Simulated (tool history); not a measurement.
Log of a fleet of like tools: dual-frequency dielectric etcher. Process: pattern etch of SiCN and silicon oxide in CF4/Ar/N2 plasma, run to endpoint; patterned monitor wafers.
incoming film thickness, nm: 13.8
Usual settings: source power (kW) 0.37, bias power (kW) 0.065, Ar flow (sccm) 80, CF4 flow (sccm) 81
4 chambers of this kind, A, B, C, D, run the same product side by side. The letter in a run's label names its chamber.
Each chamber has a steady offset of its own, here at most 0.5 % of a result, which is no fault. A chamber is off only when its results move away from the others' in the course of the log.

run 1D day=0.133 | source_power_(kW)=0.37 bias_power_(kW)=0.065 Ar_flow_(sccm)=80 CF4_flow_(sccm)=81 | endpoint_time_(s)=18.675
run 2B day=0.271 | source_power_(kW)=0.37 bias_power_(kW)=0.065 Ar_flow_(sccm)=80 CF4_flow_(sccm)=81 | endpoint_time_(s)=18.667
run 3C day=0.421 | source_power_(kW)=0.37 bias_power_(kW)=0.065 Ar_flow_(sccm)=80 CF4_flow_(sccm)=81 | endpoint_time_(s)=18.733
run 4A day=0.55 | source_power_(kW)=0.37 bias_power_(kW)=0.065 Ar_flow_(sccm)=80 CF4_flow_(sccm)=81 | endpoint_time_(s)=18.606
run 5A day=0.725 | source_power_(kW)=0.37 bias_power_(kW)=0.065 Ar_flow_(sccm)=80 CF4_flow_(sccm)=81 | endpoint_time_(s)=18.587
run 6D day=0.883 | source_power_(kW)=0.37 bias_power_(kW)=0.065 Ar_flow_(sccm)=80 CF4_flow_(sccm)=81 | endpoint_time_(s)=18.669
run 7B day=1.008 | source_power_(kW)=0.37 bias_power_(kW)=0.065 Ar_flow_(sccm)=80 CF4_flow_(sccm)=81 | endpoint_time_(s)=18.628
run 8C day=1.125 | source_power_(kW)=0.37 bias_power_(kW)=0.065 Ar_flow_(sccm)=80 CF4_flow_(sccm)=81 | endpoint_time_(s)=18.865
run 9B day=1.262 | source_power_(kW)=0.37 bias_power_(kW)=0.065 Ar_flow_(sccm)=80 CF4_flow_(sccm)=81 | endpoint_time_(s)=18.602
run 10C day=1.442 | source_power_(kW)=0.37 bias_power_(kW)=0.065 Ar_flow_(sccm)=80 CF4_flow_(sccm)=81 | endpoint_time_(s)=18.706
-- day=1.525 chamber C: Ar flow controller replaced
run 11A day=1.538 | source_power_(kW)=0.37 bias_power_(kW)=0.065 Ar_flow_(sccm)=80 CF4_flow_(sccm)=81 | endpoint_time_(s)=18.676
run 12D day=1.683 | source_power_(kW)=0.37 bias_power_(kW)=0.05 Ar_flow_(sccm)=80 CF4_flow_(sccm)=81 | endpoint_time_(s)=20.356
run 13D day=1.788 | source_power_(kW)=0.37 bias_power_(kW)=0.05 Ar_flow_(sccm)=80 CF4_flow_(sccm)=81 | endpoint_time_(s)=20.481
run 14A day=1.933 | source_power_(kW)=0.37 bias_power_(kW)=0.05 Ar_flow_(sccm)=80 CF4_flow_(sccm)=81 | endpoint_time_(s)=20.239
run 15C day=2.033 | source_power_(kW)=0.37 bias_power_(kW)=0.05 Ar_flow_(sccm)=80 CF4_flow_(sccm)=81 | endpoint_time_(s)=20.028
run 16B day=2.208 | source_power_(kW)=0.37 bias_power_(kW)=0.065 Ar_flow_(sccm)=80 CF4_flow_(sccm)=81 | endpoint_time_(s)=18.408
run 17C day=2.358 | source_power_(kW)=0.37 bias_power_(kW)=0.065 Ar_flow_(sccm)=80 CF4_flow_(sccm)=81 | endpoint_time_(s)=18.58
run 18B day=2.508 | source_power_(kW)=0.37 bias_power_(kW)=0.065 Ar_flow_(sccm)=80 CF4_flow_(sccm)=81 | endpoint_time_(s)=18.482
run 19A day=2.662 | source_power_(kW)=0.37 bias_power_(kW)=0.065 Ar_flow_(sccm)=80 CF4_flow_(sccm)=81 | endpoint_time_(s)=18.764
run 20D day=2.779 | source_power_(kW)=0.37 bias_power_(kW)=0.065 Ar_flow_(sccm)=80 CF4_flow_(sccm)=81 | endpoint_time_(s)=18.624
run 21D day=2.904 | source_power_(kW)=0.37 bias_power_(kW)=0.065 Ar_flow_(sccm)=80 CF4_flow_(sccm)=81 | endpoint_time_(s)=18.696
run 22B day=3 | source_power_(kW)=0.37 bias_power_(kW)=0.065 Ar_flow_(sccm)=80 CF4_flow_(sccm)=81 | endpoint_time_(s)=18.384
run 23A day=3.079 | source_power_(kW)=0.37 bias_power_(kW)=0.065 Ar_flow_(sccm)=80 CF4_flow_(sccm)=81 | endpoint_time_(s)=18.517
run 24C day=3.196 | source_power_(kW)=0.37 bias_power_(kW)=0.065 Ar_flow_(sccm)=80 CF4_flow_(sccm)=81 | endpoint_time_(s)=18.717
run 25A day=3.3 | source_power_(kW)=0.37 bias_power_(kW)=0.065 Ar_flow_(sccm)=80 CF4_flow_(sccm)=81 | endpoint_time_(s)=18.612
run 26C day=3.462 | source_power_(kW)=0.37 bias_power_(kW)=0.065 Ar_flow_(sccm)=80 CF4_flow_(sccm)=81 | endpoint_time_(s)=18.718
run 27B day=3.583 | source_power_(kW)=0.37 bias_power_(kW)=0.065 Ar_flow_(sccm)=80 CF4_flow_(sccm)=81 | endpoint_time_(s)=17.983
run 28D day=3.762 | source_power_(kW)=0.37 bias_power_(kW)=0.065 Ar_flow_(sccm)=80 CF4_flow_(sccm)=81 | endpoint_time_(s)=18.458
run 29C day=3.933 | source_power_(kW)=0.37 bias_power_(kW)=0.065 Ar_flow_(sccm)=80 CF4_flow_(sccm)=81 | endpoint_time_(s)=18.703
run 30B day=4.1 | source_power_(kW)=0.37 bias_power_(kW)=0.065 Ar_flow_(sccm)=80 CF4_flow_(sccm)=81 | endpoint_time_(s)=17.974
run 31D day=4.183 | source_power_(kW)=0.37 bias_power_(kW)=0.065 Ar_flow_(sccm)=80 CF4_flow_(sccm)=81 | endpoint_time_(s)=18.822
run 32A day=4.288 | source_power_(kW)=0.37 bias_power_(kW)=0.065 Ar_flow_(sccm)=80 CF4_flow_(sccm)=81 | endpoint_time_(s)=18.753
run 33D day=4.438 | source_power_(kW)=0.37 bias_power_(kW)=0.065 Ar_flow_(sccm)=80 CF4_flow_(sccm)=81 | endpoint_time_(s)=18.635
run 34C day=4.542 | source_power_(kW)=0.37 bias_power_(kW)=0.065 Ar_flow_(sccm)=80 CF4_flow_(sccm)=81 | endpoint_time_(s)=18.606

Is one chamber off against the others, does the gauge drift, or is nothing wrong? If a chamber is off, say which, and what the likeliest cause is.

Chamber B drifts away from the others.
Cause: source power that arrives over what is set, % = 5.13.
The log may not tell that from: etch rate over this chamber's usual, %.

Here are 4 candidates for chamber B's next run, each the usual settings with a change, their results left as question marks. Which one brings its results back in line with what the others give on the usual settings?
In line means no further than this from the other chambers' mean on the usual settings: endpoint time (s) 0.4
run 35B-1 day=4.671 | source_power_(kW)=0.37 bias_power_(kW)=0.075 Ar_flow_(sccm)=80 CF4_flow_(sccm)=81 | endpoint_time_(s)=?
run 35B-2 day=4.671 | source_power_(kW)=0.37 bias_power_(kW)=0.065 Ar_flow_(sccm)=86 CF4_flow_(sccm)=81 | endpoint_time_(s)=?
run 35B-3 day=4.671 | source_power_(kW)=0.37 bias_power_(kW)=0.067 Ar_flow_(sccm)=79 CF4_flow_(sccm)=82 | endpoint_time_(s)=?
run 35B-4 day=4.671 | source_power_(kW)=0.35 bias_power_(kW)=0.065 Ar_flow_(sccm)=81 CF4_flow_(sccm)=81 | endpoint_time_(s)=?

The other chambers' mean on the usual settings: endpoint time (s) 18.732
run=35B-1 endpoint_time_(s)=16.97
run=35B-2 endpoint_time_(s)=17.936
run=35B-3 endpoint_time_(s)=17.532
run=35B-4 endpoint_time_(s)=18.693
35B-4 brings the chamber back in line.
